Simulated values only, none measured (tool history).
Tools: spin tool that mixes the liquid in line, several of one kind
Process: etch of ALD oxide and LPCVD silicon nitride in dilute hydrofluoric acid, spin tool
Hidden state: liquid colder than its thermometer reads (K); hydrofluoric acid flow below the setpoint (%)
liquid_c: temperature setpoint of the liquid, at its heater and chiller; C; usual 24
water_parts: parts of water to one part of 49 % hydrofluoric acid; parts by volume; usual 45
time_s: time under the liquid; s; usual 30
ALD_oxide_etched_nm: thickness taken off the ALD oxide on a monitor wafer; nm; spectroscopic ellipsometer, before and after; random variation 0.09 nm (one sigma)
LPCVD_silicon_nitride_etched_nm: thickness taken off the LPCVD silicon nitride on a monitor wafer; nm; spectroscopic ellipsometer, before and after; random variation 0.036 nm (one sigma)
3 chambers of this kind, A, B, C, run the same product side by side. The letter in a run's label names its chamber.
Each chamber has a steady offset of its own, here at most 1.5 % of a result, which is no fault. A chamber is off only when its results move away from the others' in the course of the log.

run   hour  liquid_c  water_parts  time_s  hours since the thermometer was replaced  hours since the hydrofluoric acid flow meter was replaced  read-back film thickness of the ALD oxide reference wafer, read on the same gauge (nm)  read-back film thickness of the LPCVD silicon nitride reference wafer, read on the same gauge (nm)  ALD_oxide_etched_nm  LPCVD_silicon_nitride_etched_nm
 1A    5.8        24           45      30                                    1307.6                                                     1723.8                                                                                  99.988                                                                                               70.02               10.851                          0.34722
 2B   10.1        24           45      30                                     520.6                                                       73.3                                                                                  99.965                                                                                              70.011                10.94                          0.30984
 3C   17.2        24           45      30                                     556.4                                                      605.9                                                                                  99.984                                                                                              70.009               10.904                          0.32928
 4B   22.1        24           45      30                                     532.6                                                       85.3                                                                                  99.957                                                                                              70.011               10.866                          0.28322
 5C     29        24           45      30                                     568.2                                                      617.7                                                                                  100.03                                                                                              70.003               10.793                          0.34298
 6A     35        24           45      15                                    1336.8                                                       1753                                                                                  99.944                                                                                              70.006               5.3643                          0.15679
 7A   41.4        24           45      15                                    1343.2                                                     1759.4                                                                                   99.97                                                                                              69.993               5.3911                          0.19466
 8C   47.6        24           45      15                                     586.8                                                      636.3                                                                                  100.04                                                                                              70.006               5.4214                          0.17481
 9B   51.8        24           45      30                                     562.3                                                        115                                                                                  100.04                                                                                              70.011               10.823                          0.30945
10A   60.7        24           45      50                                    1362.5                                                     1778.7                                                                                   99.99                                                                                               70.01               18.274                          0.60939
11B   69.3        24           45      50                                     579.8                                                      132.5                                                                                  99.993                                                                                              70.007               18.259                          0.56167
12C   77.8        24           45      50                                       617                                                      666.5                                                                                  100.03                                                                                              70.003               17.859                          0.64153
13C   82.8        24           45      30                                       622                                                      671.5                                                                                   99.97                                                                                              70.008               10.779                           0.3271
14B   91.6        24           45      30                                     602.1                                                      154.8                                                                                  99.951                                                                                               69.99               10.833                          0.35404
15A   99.2      27.5           45      40                                      1401                                                     1817.2                                                                                  99.977                                                                                                  70               16.731                          0.51604
16A  107.8      27.5           45      40                                    1409.6                                                     1825.8                                                                                  100.02                                                                                              70.012               16.505                          0.48422
17C    114      27.5           45      40                                     653.2                                                      702.7                                                                                  99.995                                                                                              70.001                16.75                          0.60196
18B  118.1        24           45      30                                     628.6                                                      181.3                                                                                  100.05                                                                                              70.002               10.755                          0.31881
19C    127        24           45      30                                     666.2                                                      715.7                                                                                  100.01                                                                                              70.012               10.683                          0.33545
     127.8  -- chamber A: hydrofluoric acid flow meter replaced
20A  135.6        24           45      30                                    1437.4                                                        7.8                                                                                  99.986                                                                                              69.998               11.101                          0.35246
21B  144.5        24           45      30                                       655                                                      207.7                                                                                     100                                                                                              69.992               10.317                          0.32129
22B  152.5        24           45      30                                       663                                                      215.7                                                                                  99.995                                                                                              69.997               10.517                          0.28971
23A    157        24           45      30                                    1458.8                                                       29.2                                                                                  100.01                                                                                              69.984               10.816                          0.30549
24C  162.1        24           45      30                                     701.3                                                      750.8                                                                                  99.976                                                                                              70.013               10.656                          0.35779
25A  169.3        24           45      30                                    1471.1                                                       41.5                                                                                  99.961                                                                                              70.013               10.815                          0.36214
26C  175.6        24           45      30                                     714.8                                                      764.3                                                                                   99.99                                                                                              69.999               10.991                          0.31202
27B  181.4        24           45      30                                     691.9                                                      244.6                                                                                  99.988                                                                                              69.997               10.367                          0.25649
28A  185.8        24           60      30                                    1487.6                                                         58                                                                                  99.973                                                                                              69.999               8.0714                          0.28856
29B  192.2        24           60      30                                     702.7                                                      255.4                                                                                  100.03                                                                                              69.996               7.4784                           0.2498
30C  196.5        24           60      30                                     735.7                                                      785.2                                                                                  99.976                                                                                              70.005               8.0242                          0.25987
31A  203.9        24           45      30                                    1505.7                                                       76.1                                                                                     100                                                                                              69.994                10.94                          0.32619
32B  210.5        24           45      30                                       721                                                      273.7                                                                                   99.96                                                                                               69.99               10.334                          0.30879
33C  218.4        24           45      30                                     757.6                                                      807.1                                                                                     100                                                                                              70.013               10.865                          0.25028
34C  225.4        24           45      30                                     764.6                                                      814.1                                                                                  100.06                                                                                              70.004               10.741                          0.35062
35B    234        24           65      15                                     744.5                                                      297.2                                                                                  100.04                                                                                              70.006               3.4411                          0.10438
36A  241.5        24           65      15                                    1543.3                                                      113.7                                                                                  100.01                                                                                              69.998               3.6941                          0.13113
37A  250.6        24           65      15                                    1552.4                                                      122.8                                                                                  99.979                                                                                              70.008               3.6451                          0.12092
38C  255.9        24           65      30                                     795.1                                                      844.6                                                                                     100                                                                                              69.992               7.4036                          0.24155
39B  260.9        24           65      30                                     771.4                                                      324.1                                                                                  100.01                                                                                              69.991               6.7495                          0.22308
40A  266.8        24           65      30                                    1568.6                                                        139                                                                                  99.998                                                                                              70.012               7.3673                          0.26024

Next, every chamber runs the same settings. What will each give?
41A  273.4        24           45      20                                                                                                                                                                                                                                                                                                                     ?                                ?
41B  273.4        24           45      20                                                                                                                                                                                                                                                                                                                     ?                                ?
41C  273.4        24           45      20                                                                                                                                                                                                                                                                                                                     ?                                ?

run  ALD_oxide_etched_nm  LPCVD_silicon_nitride_etched_nm
41A               7.3263                          0.20787
41B               6.5821                          0.16315
41C               7.1721                          0.20577
